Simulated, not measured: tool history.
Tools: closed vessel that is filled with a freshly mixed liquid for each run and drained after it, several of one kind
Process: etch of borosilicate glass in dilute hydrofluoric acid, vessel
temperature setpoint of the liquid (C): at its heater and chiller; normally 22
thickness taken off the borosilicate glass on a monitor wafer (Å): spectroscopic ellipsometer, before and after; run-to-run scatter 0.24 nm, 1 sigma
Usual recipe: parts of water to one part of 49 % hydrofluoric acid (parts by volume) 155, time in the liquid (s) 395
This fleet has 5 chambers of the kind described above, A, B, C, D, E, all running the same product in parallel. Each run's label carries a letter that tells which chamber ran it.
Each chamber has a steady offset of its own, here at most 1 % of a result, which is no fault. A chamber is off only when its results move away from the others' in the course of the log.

| run | hour | temperature setpoint of the liquid (C) | parts of water to one part of 49 % hydrofluoric acid (parts by volume) | time in the liquid (s) | hours since the thermometer was replaced | hours since the hydrofluoric acid flow meter was replaced | read-back film thickness of the borosilicate glass reference wafer, read on the same gauge (nm) | thickness taken off the borosilicate glass on a monitor wafer (Å) |
|---|---|---|---|---|---|---|---|---|
| 1A | 7.5 | 22 | 155 | 395 | 356.9 | 881.2 | 150.05 | 476.91 |
| 2B | 15.4 | 22 | 155 | 395 | 2676.3 | 319.8 | 149.98 | 468.25 |
|  | 18.0 | chamber C: hydrofluoric acid flow meter replaced |
| 3D | 28.8 | 22 | 155 | 395 | 1436.6 | 411.8 | 150.04 | 479.88 |
| 4E | 37.9 | 22 | 155 | 395 | 1788.3 | 926.2 | 149.99 | 476.23 |
| 5C | 47.6 | 22 | 155 | 395 | 2349.3 | 29.7 | 150.00 | 472.04 |
| 6C | 57.0 | 22 | 225 | 465 | 2358.7 | 39.1 | 150.00 | 358.63 |
| 7D | 71.1 | 22 | 225 | 465 | 1478.9 | 454.1 | 149.96 | 356.35 |
| 8B | 85.1 | 22 | 225 | 465 | 2746.0 | 389.5 | 150.01 | 356.35 |
| 9E | 93.8 | 22 | 225 | 465 | 1844.2 | 982.1 | 149.99 | 354.28 |
| 10A | 103.9 | 22 | 225 | 465 | 453.3 | 977.6 | 149.98 | 355.42 |
|  | 106.1 | chamber A: hydrofluoric acid flow meter replaced |
|  | 109.2 | chamber B: hydrofluoric acid flow meter replaced |
| 11E | 110.3 | 22 | 155 | 395 | 1860.7 | 998.6 | 150.03 | 465.52 |
| 12A | 122.6 | 22 | 155 | 395 | 472.0 | 16.6 | 150.06 | 473.22 |
| 13B | 129.5 | 22 | 155 | 395 | 2790.4 | 20.4 | 150.00 | 474.23 |
| 14C | 143.5 | 22 | 155 | 395 | 2445.2 | 125.6 | 150.00 | 474.83 |
| 15D | 154.6 | 22 | 155 | 395 | 1562.4 | 537.6 | 150.00 | 476.47 |
| 16B | 162.3 | 22 | 155 | 395 | 2823.2 | 53.2 | 150.02 | 471.24 |
|  | 164.3 | chamber B: thermometer replaced |
| 17E | 171.0 | 22 | 155 | 395 | 1921.4 | 1059.3 | 149.96 | 465.52 |
| 18A | 178.3 | 22 | 155 | 325 | 527.7 | 72.3 | 149.96 | 393.90 |
| 19C | 191.3 | 22 | 155 | 325 | 2493.0 | 173.4 | 150.00 | 390.87 |
| 20D | 198.8 | 22 | 155 | 325 | 1606.6 | 581.8 | 150.04 | 393.58 |
|  | 200.7 | chamber A: thermometer replaced |
| 21B | 209.2 | 22 | 155 | 325 | 44.9 | 100.1 | 149.99 | 387.14 |
| 22A | 220.5 | 22 | 155 | 325 | 19.8 | 114.5 | 150.04 | 389.59 |
| 23E | 232.1 | 22 | 155 | 395 | 1982.5 | 1120.4 | 149.95 | 460.58 |
| 24D | 240.2 | 22 | 155 | 395 | 1648.0 | 623.2 | 150.01 | 476.35 |
| 25C | 249.8 | 22 | 155 | 395 | 2551.5 | 231.9 | 149.97 | 476.88 |
| 26A | 257.0 | 22 | 155 | 395 | 56.3 | 151.0 | 149.94 | 473.20 |
| 27C | 266.2 | 22 | 155 | 395 | 2567.9 | 248.3 | 150.05 | 469.00 |
| 28D | 278.5 | 22 | 155 | 395 | 1686.3 | 661.5 | 150.00 | 477.48 |
| 29B | 286.8 | 22 | 155 | 395 | 122.5 | 177.7 | 149.99 | 473.82 |
|  | 291.3 | chamber C: thermometer replaced |
| 30E | 293.2 | 22 | 155 | 395 | 2043.6 | 1181.5 | 149.96 | 453.44 |
| 31E | 306.6 | 22 | 155 | 395 | 2057.0 | 1194.9 | 150.02 | 456.14 |
| 32A | 315.2 | 22 | 155 | 395 | 114.5 | 209.2 | 150.06 | 475.68 |
| 33D | 321.4 | 22 | 155 | 395 | 1729.2 | 704.4 | 150.01 | 478.17 |
| 34B | 330.7 | 22 | 155 | 395 | 166.4 | 221.6 | 149.99 | 471.16 |
| 35C | 338.2 | 22 | 155 | 395 | 46.9 | 320.3 | 149.94 | 472.13 |
| 36A | 346.9 | 22 | 155 | 395 | 146.2 | 240.9 | 150.01 | 475.26 |
| 37C | 354.0 | 22 | 155 | 395 | 62.7 | 336.1 | 150.05 | 474.22 |
| 38E | 367.5 | 22 | 155 | 395 | 2117.9 | 1255.8 | 149.93 | 450.60 |
| 39D | 373.8 | 22 | 155 | 395 | 1781.6 | 756.8 | 150.00 | 477.34 |
| 40B | 384.8 | 22 | 155 | 395 | 220.5 | 275.7 | 150.05 | 467.84 |
| 41E | 394.2 | 22 | 155 | 395 | 2144.6 | 1282.5 | 150.03 | 445.47 |
| 42D | 408.5 | 22 | 155 | 395 | 1816.3 | 791.5 | 150.03 | 476.55 |

All 5 chambers run these settings next. Forecast each chamber's results:
| 43A | 418.8 | 22 | 155 | 395 |  |  |  | ? |
| 43B | 418.8 | 22 | 155 | 395 |  |  |  | ? |
| 43C | 418.8 | 22 | 155 | 395 |  |  |  | ? |
| 43D | 418.8 | 22 | 155 | 395 |  |  |  | ? |
| 43E | 418.8 | 22 | 155 | 395 |  |  |  | ? |

| run | thickness taken off the borosilicate glass on a monitor wafer (Å) |
|---|---|
| 43A | 472.69 |
| 43B | 473.85 |
| 43C | 474.16 |
| 43D | 480.59 |
| 43E | 445.20 |
